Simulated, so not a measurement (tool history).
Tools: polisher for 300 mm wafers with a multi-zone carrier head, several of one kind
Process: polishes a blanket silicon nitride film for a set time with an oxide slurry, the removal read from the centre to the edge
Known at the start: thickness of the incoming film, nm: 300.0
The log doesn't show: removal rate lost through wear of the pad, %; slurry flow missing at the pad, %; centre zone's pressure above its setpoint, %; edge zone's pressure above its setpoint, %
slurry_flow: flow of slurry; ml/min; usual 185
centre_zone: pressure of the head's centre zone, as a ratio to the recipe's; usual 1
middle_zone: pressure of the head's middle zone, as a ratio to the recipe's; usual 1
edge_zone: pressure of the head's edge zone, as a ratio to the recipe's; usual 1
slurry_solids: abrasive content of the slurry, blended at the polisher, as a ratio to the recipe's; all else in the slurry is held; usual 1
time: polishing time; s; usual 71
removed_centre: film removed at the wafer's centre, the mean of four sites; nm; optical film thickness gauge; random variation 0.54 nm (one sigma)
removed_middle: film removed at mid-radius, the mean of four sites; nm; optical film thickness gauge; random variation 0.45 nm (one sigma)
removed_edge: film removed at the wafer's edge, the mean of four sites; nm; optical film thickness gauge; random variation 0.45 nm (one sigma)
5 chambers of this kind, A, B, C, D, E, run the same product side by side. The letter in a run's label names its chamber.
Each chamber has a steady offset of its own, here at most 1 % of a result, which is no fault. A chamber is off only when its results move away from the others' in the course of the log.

run   hour  slurry_flow  centre_zone  middle_zone  edge_zone  slurry_solids  time  wafers polished on this pad  hours since the slurry nozzle was cleaned  hours since the centre zone pressure was calibrated  hours since the edge zone pressure was calibrated  removed_centre  removed_middle  removed_edge
       2.9  -- chamber C: worn pad replaced by a new one
 1E    4.7          185            1            1          1              1    71                          754                                      419.2                                                417.4                                              832.1          41.778          42.874        41.748
         8  -- chamber B: worn pad replaced by a new one
 2D   12.5          185            1            1          1              1    71                          559                                      217.4                                                528.2                                              672.1          42.079          42.453        42.265
 3B   19.3          185            1            1          1              1    71                          108                                         39                                                399.4                                               93.7          41.331          42.383        42.913
 4C   24.8          185            1            1          1              1    71                          209                                      274.9                                                 98.9                                              135.2          43.286          43.631        43.167
 5A   32.6          185            1            1       1.06              1    71                          356                                      168.5                                                490.7                                               62.2          42.557          42.544        44.325
 6D   36.7          185            1            1       1.06              1    71                          790                                      241.6                                                552.4                                              696.3          42.923           42.36        44.036
 7B   44.5          185            1            1       1.06              1    71                          349                                       64.2                                                424.6                                              118.9          42.621          41.404        44.419
 8A   50.4          185            1            1       1.06              1    71                          526                                      186.3                                                508.5                                                 80          43.147          42.536        43.808
 9C   56.1          185            1            1       1.06              1    71                          508                                      306.2                                                130.2                                              166.5          41.684          42.153        43.655
      56.6  -- chamber E: worn pad replaced by a new one
10E   63.7          185            1            1          1              1    71                           68                                      478.2                                                476.4                                              891.1           41.92          43.308        42.282
      68.4  -- chamber D: worn pad replaced by a new one
      70.3  -- chamber C: worn pad replaced by a new one
11C   70.4          185            1            1          1              1    71                            1                                      320.5                                                144.5                                              180.8          42.666           42.54        43.098
      75.2  -- chamber E: edge zone pressure recalibrated
12B   75.4          185            1            1          1              1    71                          644                                       95.1                                                455.5                                              149.8          42.575          43.011        41.917
13A   79.9          185            1            1          1              1    71                          808                                      215.8                                                  538                                              109.5          42.267          42.232        42.509
14E   84.4          185            1            1          1              1    71                          265                                      498.9                                                497.1                                                9.3          41.851          41.627        42.832
      89.3  -- chamber D: centre zone pressure recalibrated
15D   91.5          185            1            1          1              1    71                          220                                      296.4                                                  2.3                                              751.1          41.149          41.856        42.704
16E   95.7          185            1            1          1              1    71                          373                                      510.2                                                508.4                                               20.6          42.598          42.986        42.246
      95.8  -- chamber D: slurry nozzle cleaned
17D  100.7          185            1            1          1              1    71                          308                                        4.9                                                 11.5                                              760.3          41.618          43.132        43.072
     102.3  -- chamber A: worn pad replaced by a new one
18A  107.8          185            1            1          1              1    71                           53                                      243.7                                                565.9                                              137.4          42.706          42.271        43.052
19C  113.4          185            1            1          1              1    71                          412                                      363.5                                                187.5                                              223.8          41.518          43.226        42.371
     115.9  -- chamber B: worn pad replaced by a new one
20B  118.6          185            1            1          1              1    71                           26                                      138.3                                                498.7                                                193          42.324          42.457        42.708
21E  125.6          185            1            1          1              1    71                          659                                      540.1                                                538.3                                               50.5          41.285          43.116        42.316
22D  132.3          185            1         0.93          1              1    71                          610                                       36.5                                                 43.1                                              791.9          42.437          39.451        42.912
23B  139.2          185            1         0.93          1              1    71                          222                                      158.9                                                519.3                                              213.6          43.065          40.204         42.62
     141.5  -- chamber C: worn pad replaced by a new one
24C  146.2          185            1         0.93          1              1    71                           45                                      396.3                                                220.3                                              256.6          42.294          39.904        42.603
25A  151.1          185            1         0.93          1              1    71                          466                                        287                                                609.2                                              180.7          41.748          39.709        42.345
26A    157          185            1         0.93          1              1    71                          523                                      292.9                                                615.1                                              186.6          42.351          39.263        42.755
27B  161.9          185            1            1          1              1    71                          439                                      181.6                                                  542                                              236.3          42.139          42.608         42.28
     163.1  -- chamber E: slurry nozzle cleaned
     165.9  -- chamber D: worn pad replaced by a new one
28C  167.4          185            1            1          1              1    71                          247                                      417.5                                                241.5                                              277.8          42.211          43.028        42.562
29D  174.5          185            1            1          1              1    71                           83                                       78.7                                                 85.3                                              834.1          42.367           41.64        42.801
30E  178.7          185            1            1          1              1    71                         1166                                       15.6                                                591.4                                              103.6          43.252          43.022        42.187
31B  183.6          185            1            1          1              1    71                          646                                      203.3                                                563.7                                                258          42.154          42.306        43.131
     186.7  -- chamber A: worn pad replaced by a new one
     187.1  -- chamber E: worn pad replaced by a new one
32D  191.2          185            1            1          1              1    71                          242                                       95.4                                                  102                                              850.8          42.348          42.801        42.977
33A  195.2          185            1            1          1              1    71                           81                                      331.1                                                653.3                                              224.8          43.761          42.688        42.272
     196.7  -- chamber C: worn pad replaced by a new one
34E  201.8          185            1            1          1              1    71                          141                                       38.7                                                614.5                                              126.7          42.144           42.51        42.945
35C  208.4          185            1            1          1              1    71                          112                                      458.5                                                282.5                                              318.8          42.987          42.221        43.113
36B  216.8          185            1            1          1            0.8    71                          964                                      236.5                                                596.9                                              291.2          37.481          38.251        38.792
37C    221          185            1            1          1            0.8    71                          232                                      471.1                                                295.1                                              331.4          37.078          38.568        38.481
38A  225.7          185            1            1          1            0.8    71                          372                                      361.6                                                683.8                                              255.3          37.538           38.49        38.346
39D  230.5          185            1            1          1            0.8    71                          617                                      134.7                                                141.3                                              890.1          38.254          38.716        38.772
     235.3  -- chamber A: centre zone pressure recalibrated
40E  235.4          185            1            1          1            0.8    71                          462                                       72.3                                                648.1                                              160.3          37.647          38.157        38.194
41D  243.7          185            1            1          1              1    71                          744                                      147.9                                                154.5                                              903.3          43.217          42.378        42.802
42A  247.9          185            1            1          1              1    71                          584                                      383.8                                                 12.7                                              277.5          41.898          41.966        42.454
43E  255.3          185            1            1          1              1    71                          652                                       92.2                                                  668                                              180.2           42.03          41.995         42.13

Next, every chamber runs the same settings. What will each give?
44A  261.5          185            1            1          1            1.2    71                                                                                                                                                                                               ?               ?             ?
44B  261.5          185            1            1          1            1.2    71                                                                                                                                                                                               ?               ?             ?
44C  261.5          185            1            1          1            1.2    71                                                                                                                                                                                               ?               ?             ?
44D  261.5          185            1            1          1            1.2    71                                                                                                                                                                                               ?               ?             ?
44E  261.5          185            1            1          1            1.2    71                                                                                                                                                                                               ?               ?             ?

run  removed_centre  removed_middle  removed_edge
44A          45.267          46.232        45.645
44B          44.792          45.709        45.513
44C          45.554          46.116        45.878
44D          45.762          45.338        46.269
44E          45.257            45.3        46.373
